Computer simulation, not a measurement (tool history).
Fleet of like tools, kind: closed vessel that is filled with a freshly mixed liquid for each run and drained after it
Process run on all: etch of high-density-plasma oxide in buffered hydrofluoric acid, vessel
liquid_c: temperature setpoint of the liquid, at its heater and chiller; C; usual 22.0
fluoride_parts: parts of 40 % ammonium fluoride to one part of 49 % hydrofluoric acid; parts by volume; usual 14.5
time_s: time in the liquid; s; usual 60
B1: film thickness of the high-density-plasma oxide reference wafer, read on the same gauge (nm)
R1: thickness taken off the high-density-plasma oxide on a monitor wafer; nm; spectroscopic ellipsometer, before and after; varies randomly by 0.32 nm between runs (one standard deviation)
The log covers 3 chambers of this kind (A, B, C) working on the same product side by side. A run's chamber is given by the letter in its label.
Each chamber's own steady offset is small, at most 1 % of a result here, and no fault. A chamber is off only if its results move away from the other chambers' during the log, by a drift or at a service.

{"run": "1B", "hour": 4.4, "liquid_c": 22.0, "fluoride_parts": 14.5, "time_s": 60, "B1": 50.041, "R1": 46.195}
{"run": "2A", "hour": 11.7, "liquid_c": 22.0, "fluoride_parts": 14.5, "time_s": 60, "B1": 49.968, "R1": 46.442}
{"run": "3C", "hour": 19.7, "liquid_c": 22.0, "fluoride_parts": 14.5, "time_s": 60, "B1": 50.005, "R1": 46.523}
{"run": "4A", "hour": 28.1, "liquid_c": 22.0, "fluoride_parts": 14.5, "time_s": 60, "B1": 50.032, "R1": 46.074}
{"run": "5C", "hour": 34.9, "liquid_c": 22.0, "fluoride_parts": 14.5, "time_s": 60, "B1": 49.998, "R1": 46.878}
{"run": "6B", "hour": 41.3, "liquid_c": 22.0, "fluoride_parts": 14.5, "time_s": 60, "B1": 49.969, "R1": 46.393}
{"run": "7C", "hour": 49.5, "liquid_c": 22.0, "fluoride_parts": 14.5, "time_s": 60, "B1": 49.997, "R1": 46.769}
{"run": "8A", "hour": 57.3, "liquid_c": 22.0, "fluoride_parts": 14.5, "time_s": 60, "B1": 50.024, "R1": 47.362}
{"run": "9B", "hour": 61.9, "liquid_c": 22.0, "fluoride_parts": 14.5, "time_s": 60, "B1": 50.005, "R1": 46.489}
{"run": "10C", "hour": 65.9, "liquid_c": 22.0, "fluoride_parts": 14.5, "time_s": 60, "B1": 50.012, "R1": 47.106}
{"run": "11A", "hour": 72.8, "liquid_c": 22.0, "fluoride_parts": 14.5, "time_s": 60, "B1": 49.982, "R1": 46.253}
{"run": "12B", "hour": 80.8, "liquid_c": 22.0, "fluoride_parts": 14.5, "time_s": 60, "B1": 49.987, "R1": 46.028}
{"run": "13C", "hour": 87.2, "liquid_c": 22.0, "fluoride_parts": 14.5, "time_s": 60, "B1": 49.991, "R1": 46.73}
{"run": "14A", "hour": 91.4, "liquid_c": 22.0, "fluoride_parts": 14.5, "time_s": 60, "B1": 50.029, "R1": 45.822}
{"run": "15B", "hour": 96.9, "liquid_c": 22.0, "fluoride_parts": 14.5, "time_s": 60, "B1": 49.983, "R1": 46.508}
{"run": "16A", "hour": 104.7, "liquid_c": 22.0, "fluoride_parts": 14.5, "time_s": 60, "B1": 50.01, "R1": 46.402}
{"run": "17C", "hour": 112.2, "liquid_c": 22.0, "fluoride_parts": 14.5, "time_s": 60, "B1": 49.997, "R1": 46.873}
{"run": "18B", "hour": 117.5, "liquid_c": 26.5, "fluoride_parts": 11.0, "time_s": 60, "B1": 49.985, "R1": 77.569}
{"run": "19B", "hour": 126.2, "liquid_c": 26.5, "fluoride_parts": 11.0, "time_s": 60, "B1": 50.019, "R1": 76.594}
{"run": "20A", "hour": 132.1, "liquid_c": 26.5, "fluoride_parts": 11.0, "time_s": 60, "B1": 49.967, "R1": 76.161}
{"run": "21C", "hour": 136.1, "liquid_c": 22.0, "fluoride_parts": 14.5, "time_s": 60, "B1": 50.036, "R1": 46.85}
{"run": "22C", "hour": 140.2, "liquid_c": 23.5, "fluoride_parts": 14.5, "time_s": 30, "B1": 50.039, "R1": 25.53}
{"run": "23A", "hour": 147.8, "liquid_c": 23.5, "fluoride_parts": 14.5, "time_s": 30, "B1": 49.988, "R1": 24.647}
{"run": "24B", "hour": 154.2, "liquid_c": 23.5, "fluoride_parts": 14.5, "time_s": 30, "B1": 49.977, "R1": 25.23}
{"hour": 155.6, "done": "chamber A: hydrofluoric acid flow meter replaced"}
{"run": "25A", "hour": 160.8, "liquid_c": 22.0, "fluoride_parts": 14.5, "time_s": 60, "B1": 50.006, "R1": 44.743}
{"run": "26B", "hour": 166.7, "liquid_c": 22.0, "fluoride_parts": 17.5, "time_s": 60, "B1": 50.012, "R1": 38.85}
{"run": "27C", "hour": 172.5, "liquid_c": 22.0, "fluoride_parts": 17.5, "time_s": 60, "B1": 50.002, "R1": 39.194}
{"run": "28A", "hour": 181.1, "liquid_c": 22.0, "fluoride_parts": 17.5, "time_s": 60, "B1": 50.033, "R1": 36.586}
{"run": "29C", "hour": 185.2, "liquid_c": 22.0, "fluoride_parts": 14.5, "time_s": 60, "B1": 50.001, "R1": 46.82}
{"run": "30B", "hour": 192.6, "liquid_c": 22.0, "fluoride_parts": 14.5, "time_s": 60, "B1": 50.004, "R1": 46.116}
{"run": "31A", "hour": 199.9, "liquid_c": 22.0, "fluoride_parts": 14.5, "time_s": 60, "B1": 50.014, "R1": 43.801}
{"run": "32C", "hour": 205.4, "liquid_c": 22.0, "fluoride_parts": 14.5, "time_s": 60, "B1": 49.99, "R1": 47.501}
{"run": "33B", "hour": 212.2, "liquid_c": 22.0, "fluoride_parts": 14.5, "time_s": 60, "B1": 50.01, "R1": 46.402}
{"run": "34A", "hour": 216.6, "liquid_c": 22.0, "fluoride_parts": 14.5, "time_s": 60, "B1": 49.979, "R1": 43.783}
{"run": "35B", "hour": 222.0, "liquid_c": 22.0, "fluoride_parts": 14.5, "time_s": 60, "B1": 50.002, "R1": 46.336}
{"run": "36C", "hour": 228.9, "liquid_c": 22.0, "fluoride_parts": 14.5, "time_s": 60, "B1": 50.019, "R1": 47.139}
{"run": "37C", "hour": 236.3, "liquid_c": 22.0, "fluoride_parts": 14.5, "time_s": 60, "B1": 50.02, "R1": 46.822}
{"run": "38A", "hour": 242.4, "liquid_c": 22.0, "fluoride_parts": 14.5, "time_s": 60, "B1": 49.979, "R1": 43.018}

All chambers now run identical settings, listed one chamber a line with results as question marks. What results will each chamber show?
{"run": "39A", "hour": 248.9, "liquid_c": 19.0, "fluoride_parts": 14.5, "time_s": 60, "R1": "?"}
{"run": "39B", "hour": 248.9, "liquid_c": 19.0, "fluoride_parts": 14.5, "time_s": 60, "R1": "?"}
{"run": "39C", "hour": 248.9, "liquid_c": 19.0, "fluoride_parts": 14.5, "time_s": 60, "R1": "?"}

run=39A R1=36.062
run=39B R1=38.925
run=39C R1=39.693

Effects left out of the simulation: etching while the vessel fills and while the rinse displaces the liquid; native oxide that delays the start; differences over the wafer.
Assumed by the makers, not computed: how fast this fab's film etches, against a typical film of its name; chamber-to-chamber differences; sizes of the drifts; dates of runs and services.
